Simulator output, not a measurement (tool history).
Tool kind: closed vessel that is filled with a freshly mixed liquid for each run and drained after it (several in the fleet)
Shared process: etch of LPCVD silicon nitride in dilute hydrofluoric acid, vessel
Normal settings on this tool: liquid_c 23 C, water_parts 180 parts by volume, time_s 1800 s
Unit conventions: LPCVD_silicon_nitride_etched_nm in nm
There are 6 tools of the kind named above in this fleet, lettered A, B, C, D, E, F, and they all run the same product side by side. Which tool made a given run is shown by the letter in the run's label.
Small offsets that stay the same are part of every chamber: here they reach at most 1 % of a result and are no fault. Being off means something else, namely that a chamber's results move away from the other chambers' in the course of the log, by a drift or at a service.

run	day	liquid_c	water_parts	time_s	hours since the thermometer was replaced	hours since the hydrofluoric acid flow meter was replaced	read-back film thickness of the LPCVD silicon nitride reference wafer, read on the same gauge (nm)	LPCVD_silicon_nitride_etched_nm
1F	0.229	23	180	1800	1134.5	760.8	50.016	5.1789
2B	0.45	23	180	1800	1238.7	981.7	49.93	5.2131
3D	0.575	23	180	1800	850.5	1764	49.984	5.2515
4E	0.779	23	180	1800	624.9	618.7	49.955	5.3313
5A	0.942	23	180	1800	546.3	879.7	49.972	5.2982
# day 1.038: chamber B: thermometer replaced
6C	1.188	23	180	1800	1126.8	99	50.016	5.2224
7A	1.412	23	180	1800	557.6	891	49.994	5.2221
8E	1.608	23	180	1800	644.8	638.6	49.958	5.2685
# day 1.658: chamber A: thermometer replaced
9F	1.742	23	225	1800	1170.8	797.1	50.008	4.2284
10B	1.896	23	225	1800	20.6	1016.4	50.008	4.1567
11C	2.121	23	225	1800	1149.2	121.4	49.984	4.2352
12D	2.342	23	225	1800	892.9	1806.4	49.988	4.2111
13C	2.458	23	225	1800	1157.3	129.5	49.987	4.1689
14B	2.642	23	225	1800	38.5	1034.3	49.98	4.1583
15D	2.767	23	180	1800	903.1	1816.6	49.973	5.2329
16E	2.908	23	250	1800	676	669.8	50.015	3.8468
17A	3.033	23	250	1800	33	929.9	50.02	3.8468
18F	3.158	23	250	1800	1204.8	831.1	49.998	3.6965
19D	3.354	23	250	1800	917.2	1830.7	49.978	3.7539
20F	3.546	23	250	1800	1214.1	840.4	50	3.7061
21C	3.767	23	250	1800	1188.7	160.9	50.041	3.774
22B	3.892	23	180	1800	68.5	1064.3	50.001	5.2919
23E	4.133	23	180	1800	705.4	699.2	49.98	5.362
24A	4.325	23	180	1800	64	960.9	50.028	5.2395
25A	4.492	23	180	1800	68	964.9	49.954	5.2398
26E	4.654	23	180	1800	717.9	711.7	50.011	5.2753
27B	4.779	23	240	1800	89.8	1085.6	50.015	3.935
28C	4.933	23	240	1800	1216.7	188.9	50.009	3.9547
29F	5.171	23	240	1800	1253.1	879.4	50.041	3.8429
# day 5.25: chamber F: hydrofluoric acid flow meter replaced
30D	5.371	23	240	1800	965.6	1879.1	50.026	3.9278
31F	5.554	23	240	1800	1262.3	7.3	50.001	3.7716
32A	5.708	23	240	1800	97.2	994.1	49.965	3.9687
33B	5.942	23	180	1800	117.7	1113.5	50.019	5.2494
34C	6.054	23	180	2845	1243.6	215.8	50.001	8.2831
35E	6.171	23	180	2845	754.3	748.1	49.986	8.4263
36D	6.346	23	180	2845	989	1902.5	49.992	8.2429
37C	6.567	23	180	2845	1255.9	228.1	49.969	8.4024
38B	6.729	23	180	2845	136.6	1132.4	50.002	8.3221

Each of the 6 chambers runs these same settings next. Fill in every chamber's results:
39A	6.908	23	180	1800				?
39B	6.908	23	180	1800				?
39C	6.908	23	180	1800				?
39D	6.908	23	180	1800				?
39E	6.908	23	180	1800				?
39F	6.908	23	180	1800				?

run	LPCVD_silicon_nitride_etched_nm
39A	5.2727
39B	5.2512
39C	5.2941
39D	5.2099
39E	5.3823
39F	4.964
